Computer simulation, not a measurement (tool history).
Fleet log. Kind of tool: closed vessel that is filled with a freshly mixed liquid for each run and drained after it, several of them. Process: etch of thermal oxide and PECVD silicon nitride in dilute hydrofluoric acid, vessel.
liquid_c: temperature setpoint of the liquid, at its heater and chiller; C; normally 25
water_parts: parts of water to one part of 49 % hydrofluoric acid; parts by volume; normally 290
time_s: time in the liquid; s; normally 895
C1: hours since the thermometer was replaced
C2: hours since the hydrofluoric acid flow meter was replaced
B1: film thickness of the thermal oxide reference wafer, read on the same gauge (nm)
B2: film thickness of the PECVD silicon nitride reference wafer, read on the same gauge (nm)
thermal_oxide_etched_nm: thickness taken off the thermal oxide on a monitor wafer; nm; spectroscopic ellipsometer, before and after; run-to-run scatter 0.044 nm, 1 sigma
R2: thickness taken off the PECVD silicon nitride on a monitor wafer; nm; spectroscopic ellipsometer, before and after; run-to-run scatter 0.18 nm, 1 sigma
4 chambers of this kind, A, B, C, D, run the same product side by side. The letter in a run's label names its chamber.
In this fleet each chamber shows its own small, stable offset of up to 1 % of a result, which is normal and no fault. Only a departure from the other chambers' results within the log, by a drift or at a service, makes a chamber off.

run 1D hour=6.8 | liquid_c=25 water_parts=290 time_s=895 | C1=1448.3 C2=1071 | B1=40.007 B2=150.01 | thermal_oxide_etched_nm=12.415 R2=18.811
run 2C hour=15.9 | liquid_c=25 water_parts=290 time_s=895 | C1=581.4 C2=1009.4 | B1=40.02 B2=150 | thermal_oxide_etched_nm=12.37 R2=18.791
run 3A hour=20.3 | liquid_c=25 water_parts=290 time_s=895 | C1=343.1 C2=447.7 | B1=40.002 B2=150.01 | thermal_oxide_etched_nm=12.49 R2=18.563
run 4B hour=24.9 | liquid_c=25 water_parts=290 time_s=895 | C1=1642.6 C2=231.4 | B1=40.019 B2=149.99 | thermal_oxide_etched_nm=12.355 R2=18.855
run 5A hour=33.3 | liquid_c=25 water_parts=290 time_s=895 | C1=356.1 C2=460.7 | B1=40.016 B2=149.99 | thermal_oxide_etched_nm=12.403 R2=18.63
run 6B hour=39.1 | liquid_c=25 water_parts=290 time_s=895 | C1=1656.8 C2=245.6 | B1=39.997 B2=150.03 | thermal_oxide_etched_nm=12.439 R2=18.689
run 7C hour=48.4 | liquid_c=25 water_parts=290 time_s=895 | C1=613.9 C2=1041.9 | B1=39.996 B2=150 | thermal_oxide_etched_nm=12.414 R2=18.51
run 8D hour=57.4 | liquid_c=25 water_parts=290 time_s=895 | C1=1498.9 C2=1121.6 | B1=40.022 B2=149.96 | thermal_oxide_etched_nm=12.381 R2=18.757
run 9D hour=67 | liquid_c=25 water_parts=290 time_s=895 | C1=1508.5 C2=1131.2 | B1=40.005 B2=150.01 | thermal_oxide_etched_nm=12.485 R2=19.008
run 10A hour=76.4 | liquid_c=25 water_parts=290 time_s=895 | C1=399.2 C2=503.8 | B1=40.007 B2=150 | thermal_oxide_etched_nm=12.455 R2=18.927
run 11C hour=81.2 | liquid_c=25 water_parts=290 time_s=895 | C1=646.7 C2=1074.7 | B1=40.008 B2=150.01 | thermal_oxide_etched_nm=12.458 R2=18.928
run 12B hour=89.1 | liquid_c=25 water_parts=290 time_s=895 | C1=1706.8 C2=295.6 | B1=40.007 B2=150 | thermal_oxide_etched_nm=12.404 R2=18.664
run 13D hour=94.9 | liquid_c=25 water_parts=290 time_s=895 | C1=1536.4 C2=1159.1 | B1=40.002 B2=150 | thermal_oxide_etched_nm=12.486 R2=19.115
run 14A hour=103.3 | liquid_c=25 water_parts=290 time_s=895 | C1=426.1 C2=530.7 | B1=39.988 B2=149.99 | thermal_oxide_etched_nm=12.459 R2=18.58
run 15B hour=111.8 | liquid_c=25 water_parts=290 time_s=895 | C1=1729.5 C2=318.3 | B1=40.01 B2=150 | thermal_oxide_etched_nm=12.362 R2=18.927
run 16C hour=119.4 | liquid_c=25 water_parts=155 time_s=895 | C1=684.9 C2=1112.9 | B1=39.992 B2=150.06 | thermal_oxide_etched_nm=27.342 R2=34.723
run 17B hour=129.1 | liquid_c=25 water_parts=155 time_s=895 | C1=1746.8 C2=335.6 | B1=40.01 B2=149.99 | thermal_oxide_etched_nm=26.443 R2=35.129
run 18C hour=135.1 | liquid_c=25 water_parts=155 time_s=895 | C1=700.6 C2=1128.6 | B1=40.006 B2=150.02 | thermal_oxide_etched_nm=27.219 R2=34.882
run 19A hour=144.3 | liquid_c=25 water_parts=155 time_s=895 | C1=467.1 C2=571.7 | B1=39.998 B2=149.99 | thermal_oxide_etched_nm=27.44 R2=34.774
run 20D hour=149.7 | liquid_c=25 water_parts=290 time_s=895 | C1=1591.2 C2=1213.9 | B1=39.991 B2=150 | thermal_oxide_etched_nm=12.625 R2=19.185
run 21C hour=156.9 | liquid_c=25 water_parts=290 time_s=895 | C1=722.4 C2=1150.4 | B1=40.004 B2=149.99 | thermal_oxide_etched_nm=12.436 R2=18.752
run 22D hour=162.7 | liquid_c=25 water_parts=290 time_s=895 | C1=1604.2 C2=1226.9 | B1=39.989 B2=149.97 | thermal_oxide_etched_nm=12.729 R2=19.212
run 23A hour=167 | liquid_c=25 water_parts=290 time_s=895 | C1=489.8 C2=594.4 | B1=40 B2=149.99 | thermal_oxide_etched_nm=12.417 R2=18.911
run 24B hour=173.1 | liquid_c=25 water_parts=290 time_s=895 | C1=1790.8 C2=379.6 | B1=40.003 B2=150 | thermal_oxide_etched_nm=12.372 R2=18.612
run 25B hour=179.1 | liquid_c=25 water_parts=290 time_s=895 | C1=1796.8 C2=385.6 | B1=40.004 B2=150 | thermal_oxide_etched_nm=12.361 R2=18.952
run 26A hour=187.7 | liquid_c=25 water_parts=290 time_s=895 | C1=510.5 C2=615.1 | B1=39.99 B2=150.02 | thermal_oxide_etched_nm=12.393 R2=18.673
run 27D hour=195.8 | liquid_c=25 water_parts=290 time_s=895 | C1=1637.3 C2=1260 | B1=39.979 B2=150.01 | thermal_oxide_etched_nm=12.748 R2=19.575
run 28C hour=204.6 | liquid_c=25 water_parts=290 time_s=895 | C1=770.1 C2=1198.1 | B1=39.992 B2=150 | thermal_oxide_etched_nm=12.411 R2=18.877
-- hour=209.8 chamber A: hydrofluoric acid flow meter replaced
run 29C hour=212 | liquid_c=25 water_parts=200 time_s=895 | C1=777.5 C2=1205.5 | B1=40.008 B2=149.97 | thermal_oxide_etched_nm=19.939 R2=27.113
run 30A hour=220.8 | liquid_c=25 water_parts=200 time_s=895 | C1=543.6 C2=11 | B1=40.016 B2=149.99 | thermal_oxide_etched_nm=20.064 R2=27.284
run 31D hour=229.3 | liquid_c=25 water_parts=200 time_s=895 | C1=1670.8 C2=1293.5 | B1=39.995 B2=149.99 | thermal_oxide_etched_nm=20.306 R2=27.861

Does one chamber stand apart from the rest, does the shared gauge drift, or is all well apart from small per-chamber offsets? Give the chamber and the most likely cause, where there is one.

Chamber D drifts away from the others.
What lies behind it: hydrofluoric acid flow above the setpoint (%) = 2.82.

Here are 4 candidates for chamber D's next run, each the usual settings with a change, their results left as question marks. Which one brings its results back in line with what the others give on the usual settings?
Maximum distance from the other chambers' mean on the usual settings for a result to count as in line: thermal_oxide_etched_nm 0.15 nm; R2 0.61 nm
run 32D-1 hour=236.2 | liquid_c=25 water_parts=300 time_s=870 | thermal_oxide_etched_nm=? R2=?
run 32D-2 hour=236.2 | liquid_c=25 water_parts=285 time_s=910 | thermal_oxide_etched_nm=? R2=?
run 32D-3 hour=236.2 | liquid_c=25 water_parts=295 time_s=880 | thermal_oxide_etched_nm=? R2=?
run 32D-4 hour=236.2 | liquid_c=25 water_parts=280 time_s=920 | thermal_oxide_etched_nm=? R2=?

Other chambers, usual settings, mean: thermal_oxide_etched_nm 12.402 nm; R2 18.732 nm
run=32D-1 thermal_oxide_etched_nm=11.97 R2=18.324
run=32D-2 thermal_oxide_etched_nm=13.366 R2=20.16
run=32D-3 thermal_oxide_etched_nm=12.371 R2=18.844
run=32D-4 thermal_oxide_etched_nm=13.819 R2=20.741
It is 32D-3 that realigns the chamber with its peers.

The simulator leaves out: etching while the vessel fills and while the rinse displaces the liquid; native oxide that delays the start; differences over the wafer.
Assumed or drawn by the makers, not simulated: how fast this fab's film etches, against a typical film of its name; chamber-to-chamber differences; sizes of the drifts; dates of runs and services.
